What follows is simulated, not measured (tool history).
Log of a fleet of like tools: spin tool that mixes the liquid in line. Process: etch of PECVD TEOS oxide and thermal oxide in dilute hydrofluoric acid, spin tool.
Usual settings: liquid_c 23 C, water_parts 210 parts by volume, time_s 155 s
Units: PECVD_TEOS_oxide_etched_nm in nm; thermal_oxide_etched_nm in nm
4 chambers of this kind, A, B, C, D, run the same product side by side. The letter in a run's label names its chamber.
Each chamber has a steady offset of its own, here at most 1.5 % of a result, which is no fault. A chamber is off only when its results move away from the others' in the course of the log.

run   hour  liquid_c  water_parts  time_s  read-back film thickness of the PECVD TEOS oxide reference wafer, read on the same gauge (nm)  read-back film thickness of the thermal oxide reference wafer, read on the same gauge (nm)  PECVD_TEOS_oxide_etched_nm  thermal_oxide_etched_nm
 1D    7.7        23          210     155                                                                                         139.97                                                                                      90.003                      15.424                   3.0271
 2B   16.6        23          210     155                                                                                         140.02                                                                                      89.983                      15.735                   3.0256
 3A   29.3        23          210     155                                                                                         140.02                                                                                      90.005                      15.592                   2.9994
 4C   39.9        23          210     155                                                                                         139.99                                                                                      89.991                       15.35                   3.0373
 5A   51.9        23          210     155                                                                                         139.96                                                                                          90                       15.53                   3.0489
 6B     63        23          295     155                                                                                            140                                                                                      89.979                      10.205                    1.967
 7D     69        23          295     155                                                                                         140.01                                                                                      89.981                      10.123                   1.9916
 8C   80.1        23          295     155                                                                                         140.01                                                                                      89.983                      10.057                   1.9847
      80.7  -- chamber C: hydrofluoric acid flow meter replaced
 9D   89.5        23          295     155                                                                                         139.99                                                                                      89.973                      10.321                    1.993
10A   96.5        23          210     155                                                                                            140                                                                                      89.994                      15.603                   3.0041
11C    103        23          210     155                                                                                         140.02                                                                                      90.006                       15.41                   3.0255
12B  109.6        19          210     215                                                                                         139.96                                                                                      89.978                      18.632                   3.6015
13B  120.7        19          210     215                                                                                         139.97                                                                                      89.991                      18.454                   3.6377
14C  126.7        19          210     215                                                                                         140.01                                                                                          90                      18.214                   3.6354
15D  136.2        19          210     215                                                                                            140                                                                                       89.98                      18.675                   3.5906
16A  142.7        23          210     155                                                                                         140.02                                                                                      90.002                       15.54                    3.037
17C  153.4        23          210     155                                                                                         140.03                                                                                      89.988                      15.304                   3.0691
18A  159.1        23          210     155                                                                                         139.98                                                                                      89.996                      15.454                   2.9982
19B  171.4        23          210     155                                                                                            140                                                                                       90.03                       15.65                   3.0371
20D  178.6        23          210     155                                                                                            140                                                                                      89.978                      15.486                   2.9859
21D  186.7        23          210     120                                                                                         140.03                                                                                      90.016                      12.086                   2.3455
22B  195.3        23          210     120                                                                                         140.03                                                                                      90.005                      12.177                   2.3186
23C  205.1        23          210     120                                                                                         140.03                                                                                      89.977                      11.852                   2.3795
24A    211        23          210     120                                                                                         140.03                                                                                      90.002                      12.018                   2.3377
25A    221        23          210     155                                                                                            140                                                                                      89.986                      15.596                    2.998
26D    232        23          210     155                                                                                         139.98                                                                                      90.009                      15.439                   3.0159
     234.4  -- chamber D: thermometer replaced
27C    244        28          210     210                                                                                         140.02                                                                                      89.993                      25.037                   4.8856
28B  252.7        28          210     210                                                                                         139.99                                                                                      89.997                      25.354                   4.8582
29D    260        28          210     210                                                                                         139.96                                                                                      90.002                      25.001                   4.8709
30B  268.3        28          210     210                                                                                         139.99                                                                                      89.999                        25.3                   4.8991
31C  273.8        25          210     155                                                                                         140.01                                                                                      89.997                      16.373                   3.3084
32A  280.4        25          210     155                                                                                         140.05                                                                                      89.989                      16.868                   3.2471
33B  289.5        25          210     155                                                                                         140.01                                                                                      89.981                      16.934                   3.2569
34D  297.3        25          210     155                                                                                         139.96                                                                                       90.02                      16.703                   3.2682
35A  302.9        23          210     155                                                                                            140                                                                                      90.011                      15.475                   3.0137
36C  311.4        23          210     155                                                                                         139.96                                                                                      90.006                      15.377                   3.0494
     315.8  -- chamber B: thermometer replaced
37D  319.3        23          210     155                                                                                         140.01                                                                                      89.995                      15.625                   3.0628
38B  327.3        23          210     155                                                                                            140                                                                                      90.001                       15.49                   3.0484
39A  334.2        23          210     155                                                                                         140.03                                                                                      89.991                      15.481                   3.0226
40C  344.1        23          210     155                                                                                         140.01                                                                                      89.997                      15.351                   3.0378
41B  350.1        23          210     155                                                                                         140.02                                                                                       90.01                      15.671                   2.9991
42C  361.3        21          170     155                                                                                         139.98                                                                                      90.006                      18.262                   3.6363

Is one chamber off against the others, does the gauge drift, or is nothing wrong? If a chamber is off, say which, and what the likeliest cause is.

No chamber stands off beyond its own small offset, and the gauge holds steady.

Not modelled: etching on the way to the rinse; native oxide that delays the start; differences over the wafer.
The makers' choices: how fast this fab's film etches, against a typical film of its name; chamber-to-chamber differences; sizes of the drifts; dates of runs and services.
